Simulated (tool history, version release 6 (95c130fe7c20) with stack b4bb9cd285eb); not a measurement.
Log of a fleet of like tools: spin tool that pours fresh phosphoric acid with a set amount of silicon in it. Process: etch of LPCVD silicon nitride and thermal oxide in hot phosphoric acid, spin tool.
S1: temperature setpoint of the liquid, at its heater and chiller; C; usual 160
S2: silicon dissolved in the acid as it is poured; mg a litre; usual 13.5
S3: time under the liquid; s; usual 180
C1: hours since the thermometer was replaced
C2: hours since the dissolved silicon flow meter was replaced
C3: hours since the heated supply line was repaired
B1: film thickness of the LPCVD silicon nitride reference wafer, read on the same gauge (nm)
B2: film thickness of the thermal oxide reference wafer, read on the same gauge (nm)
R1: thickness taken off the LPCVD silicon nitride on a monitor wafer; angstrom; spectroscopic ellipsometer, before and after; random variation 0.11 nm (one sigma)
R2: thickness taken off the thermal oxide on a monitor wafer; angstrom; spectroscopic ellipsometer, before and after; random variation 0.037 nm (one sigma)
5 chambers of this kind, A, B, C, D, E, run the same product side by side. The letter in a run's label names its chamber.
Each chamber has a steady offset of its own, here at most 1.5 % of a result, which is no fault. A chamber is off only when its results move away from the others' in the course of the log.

run	hour	S1	S2	S3	C1	C2	C3	B1	B2	R1	R2
1C	7.9	160	13.5	180	1006.6	1380.3	796.6	39.993	59.991	138.32	3.7918
2A	14.3	160	13.5	180	1862.7	96.2	523.0	39.996	59.995	137.46	3.5823
3E	19.9	160	13.5	180	760.6	564.5	2939.2	40.021	59.995	139.00	3.9031
4B	26.7	160	13.5	180	1291.6	150.8	454.6	39.995	59.978	139.90	4.1840
# hour 29.5: chamber E: heated supply line repaired
5D	33.2	160	13.5	180	88.4	358.0	711.7	39.987	60.014	136.79	3.7532
6B	41.9	160	22.5	145	1306.8	166.0	469.8	39.985	60.022	110.92	2.1284
7A	50.4	160	22.5	145	1898.8	132.3	559.1	40.000	59.994	115.12	2.2010
8E	56.9	160	22.5	145	797.6	601.5	27.5	39.974	60.001	111.38	2.4772
9C	65.4	160	22.5	145	1064.1	1437.8	854.1	40.013	60.021	110.83	2.2091
10D	70.6	160	22.5	145	125.8	395.4	749.1	39.986	59.977	111.15	2.3907
11E	78.9	160	13.5	180	819.6	623.5	49.5	39.995	60.033	136.79	3.5565
12C	84.8	160	13.5	180	1083.5	1457.2	873.5	40.016	60.028	139.96	3.9141
13B	91.4	160	13.5	180	1356.3	215.5	519.3	39.995	59.973	138.96	3.1697
14D	95.9	160	13.5	180	151.1	420.7	774.4	39.980	60.004	137.35	3.7249
15A	100.2	160	13.5	180	1948.6	182.1	608.9	40.000	60.020	137.69	3.9328
16C	106.2	160	22.5	180	1104.9	1478.6	894.9	39.984	59.994	138.89	3.0022
17B	114.3	160	22.5	180	1379.2	238.4	542.2	39.981	60.007	139.47	3.1950
18A	121.0	160	22.5	180	1969.4	202.9	629.7	39.988	59.991	140.35	3.3671
19D	128.0	160	22.5	180	183.2	452.8	806.5	40.000	59.978	137.74	2.8309
20E	132.9	160	22.5	180	873.6	677.5	103.5	40.002	59.997	138.96	2.7700
21B	141.7	160	13.5	180	1406.6	265.8	569.6	39.981	60.021	138.94	4.0759
22A	148.6	159	13.5	240	1997.0	230.5	657.3	39.989	59.957	180.59	4.9312
23D	153.2	159	13.5	240	208.4	478.0	831.7	39.990	59.997	175.58	4.4722
24C	159.0	159	13.5	240	1157.7	1531.4	947.7	40.011	60.012	177.55	4.6182
25E	167.5	159	13.5	240	908.2	712.1	138.1	40.004	60.012	179.95	5.2935
26D	173.8	159	13.5	240	229.0	498.6	852.3	40.010	60.021	178.42	5.1514
27E	182.9	160	3.5	135	923.6	727.5	153.5	40.015	60.044	102.45	3.9210
28A	188.6	160	3.5	135	2037.0	270.5	697.3	39.986	60.016	105.39	3.6489
29C	193.3	160	3.5	135	1192.0	1565.7	982.0	39.993	59.956	105.61	2.9793
30B	200.1	160	3.5	135	1465.0	324.2	628.0	40.017	59.984	102.59	3.7514
31A	204.2	160	3.5	135	2052.6	286.1	712.9	40.004	59.986	105.75	3.5840
32C	209.5	160	13.5	180	1208.2	1581.9	998.2	40.000	59.997	138.96	3.8219
# hour 214.2: chamber B: thermometer replaced
33D	214.6	160	13.5	180	269.8	539.4	893.1	40.008	60.007	136.31	3.8839
34E	218.9	160	13.5	180	959.6	763.5	189.5	40.015	59.980	138.15	3.7318
35B	224.4	160	13.5	180	10.2	348.5	652.3	39.987	59.981	138.45	3.9240
36B	233.5	160	21.5	180	19.3	357.6	661.4	40.002	59.983	138.97	2.8965

Next, every chamber runs the same settings. What will each give?
37A	240.0	160	13.5	180						?	?
37B	240.0	160	13.5	180						?	?
37C	240.0	160	13.5	180						?	?
37D	240.0	160	13.5	180						?	?
37E	240.0	160	13.5	180						?	?

run	R1	R2
37A	140.81	3.5463
37B	137.27	4.1380
37C	137.13	3.8355
37D	137.68	3.4409
37E	139.87	4.0284
